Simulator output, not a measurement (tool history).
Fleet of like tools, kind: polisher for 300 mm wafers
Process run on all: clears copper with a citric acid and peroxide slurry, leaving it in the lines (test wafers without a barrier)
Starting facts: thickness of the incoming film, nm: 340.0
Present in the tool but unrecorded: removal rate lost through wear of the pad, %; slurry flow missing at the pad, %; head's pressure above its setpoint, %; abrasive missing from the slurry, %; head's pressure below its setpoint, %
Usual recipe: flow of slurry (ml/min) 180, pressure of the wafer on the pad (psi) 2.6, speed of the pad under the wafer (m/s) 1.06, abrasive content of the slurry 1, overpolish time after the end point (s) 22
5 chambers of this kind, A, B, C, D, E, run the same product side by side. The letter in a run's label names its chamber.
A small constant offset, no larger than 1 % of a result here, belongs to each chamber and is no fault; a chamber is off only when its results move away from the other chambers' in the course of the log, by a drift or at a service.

run	day	flow of slurry (ml/min)	pressure of the wafer on the pad (psi)	speed of the pad under the wafer (m/s)	abrasive content of the slurry	overpolish time after the end point (s)	wafers polished on this pad	hours since the slurry nozzle was cleaned	hours since the head pressure was calibrated	hours since the slurry blender was calibrated	time until the end point was called (s)	dishing of a wide line in a test structure (Å)
1E	0.4	180	2.6	1.06	1	22	592	316.4	187.2	41.9	187.17	273.71
# day 0.462: chamber D: worn pad replaced by a new one
2B	0.608	180	2.6	1.06	1	22	170	682	689.7	176.4	187.07	271.19
3D	0.808	180	2.6	1.06	1	22	47	233.8	661.8	214.5	183.77	261.88
4A	1.146	180	2.6	1.06	1	22	670	125.6	212.7	231.1	184.84	275.87
5C	1.425	180	2.6	1.06	1	22	698	538.2	515.9	85.3	185.7	276.91
6E	1.625	180	3.4	1.34	1	22	757	345.8	216.6	71.3	116.41	402.19
# day 1.875: chamber A: worn pad replaced by a new one
7B	1.929	180	3.4	1.34	1	22	348	713.7	721.4	208.1	114.5	399.06
8D	2.138	180	3.4	1.34	1	22	225	265.7	693.7	246.4	112	404.76
# day 2.442: chamber B: slurry blender recalibrated
9C	2.571	180	3.4	1.34	1	22	852	565.7	543.4	112.8	114.1	416.63
# day 2.675: chamber D: head pressure recalibrated
10A	2.783	180	3.4	1.34	1	22	122	164.9	252	270.4	113.91	413.73
11B	3.108	180	2.6	0.7	1	22	507	742	749.7	16.1	276.6	187.57
12E	3.438	180	2.6	0.7	1	22	1001	389.3	260.1	114.8	274.15	193.37
13A	3.788	180	2.6	0.7	1	22	257	189	276.1	294.5	281.48	186.98
14D	4.217	180	2.6	0.7	1	22	505	315.6	37.1	296.3	274.63	192.44
# day 4.292: chamber B: slurry nozzle cleaned
15C	4.483	180	2.6	0.7	1	22	1110	611.6	589.3	158.7	272.59	194.57
16A	4.796	180	2.6	1.06	1	22	393	213.2	300.3	318.7	182.35	274.72
# day 4.867: chamber A: slurry blender recalibrated
# day 4.933: chamber B: worn pad replaced by a new one
17E	5.025	180	2.6	1.06	1	22	1214	427.4	298.2	152.9	184.04	273.76
18B	5.233	180	2.6	1.06	1	22	40	22.6	800.7	67.1	187.71	285.2
# day 5.275: chamber B: head pressure recalibrated
# day 5.45: chamber E: worn pad replaced by a new one
19C	5.625	180	2.6	1.06	1	22	1263	639	616.7	186.1	177.44	278.61
20D	5.892	180	2.6	1.06	1	22	730	355.8	77.3	336.5	186.69	267.96
# day 6.154: chamber C: worn pad replaced by a new one
21B	6.304	180	2.6	1.06	1	22	184	48.3	24.7	92.8	190.98	280.3
22E	6.704	180	2.6	1.06	1	22	168	467.7	338.5	193.2	186.25	281.06
23A	7.054	180	2.6	1.06	1	22	697	267.4	354.5	52.5	191.07	269.48
24C	7.338	180	2.6	1.06	1	22	159	680.1	657.8	227.2	181.3	274.65
25D	7.725	180	2.6	1.06	1	22	977	399.8	121.3	380.5	185.75	273.66
26D	7.95	180	2.6	1.06	1	22	1007	405.2	126.7	385.9	186.04	265.12
# day 8.012: chamber A: worn pad replaced by a new one
27A	8.383	180	2.6	1.06	1	22	50	299.3	386.4	84.4	184.1	264
28C	8.804	180	2.6	1.06	1	22	356	715.3	693	262.4	184.29	273.94
# day 8.812: chamber D: worn pad replaced by a new one
# day 8.846: chamber E: slurry blender recalibrated
29E	9.046	180	2.6	1.06	1	22	483	523.9	394.7	4.9	185.41	273.97
# day 9.204: chamber C: slurry blender recalibrated
30B	9.412	180	2.6	1.06	1	22	602	122.9	99.3	167.4	188.48	282.77
31D	9.629	180	2.6	1.06	1	22	110	445.5	167	426.2	182.55	276.12
32C	9.888	180	2.6	1.06	1	22	502	741.3	719	16.5	182.91	278.14
33E	10.296	180	2.6	1.06	1	22	652	553.9	424.7	34.9	187.5	263.48
34A	10.617	180	2.6	1.06	1	22	350	352.9	440	138	189.76	273.66

Predict what each chamber gives when all 5 of them run the settings below next.
35A	10.929	180	2.6	1.06	1	32					?	?
35B	10.929	180	2.6	1.06	1	32					?	?
35C	10.929	180	2.6	1.06	1	32					?	?
35D	10.929	180	2.6	1.06	1	32					?	?
35E	10.929	180	2.6	1.06	1	32					?	?

run	time until the end point was called (s)	dishing of a wide line in a test structure (Å)
35A	187.84	363.17
35B	185.66	363.41
35C	181.4	375.01
35D	185.38	359.84
35E	183.73	369.14

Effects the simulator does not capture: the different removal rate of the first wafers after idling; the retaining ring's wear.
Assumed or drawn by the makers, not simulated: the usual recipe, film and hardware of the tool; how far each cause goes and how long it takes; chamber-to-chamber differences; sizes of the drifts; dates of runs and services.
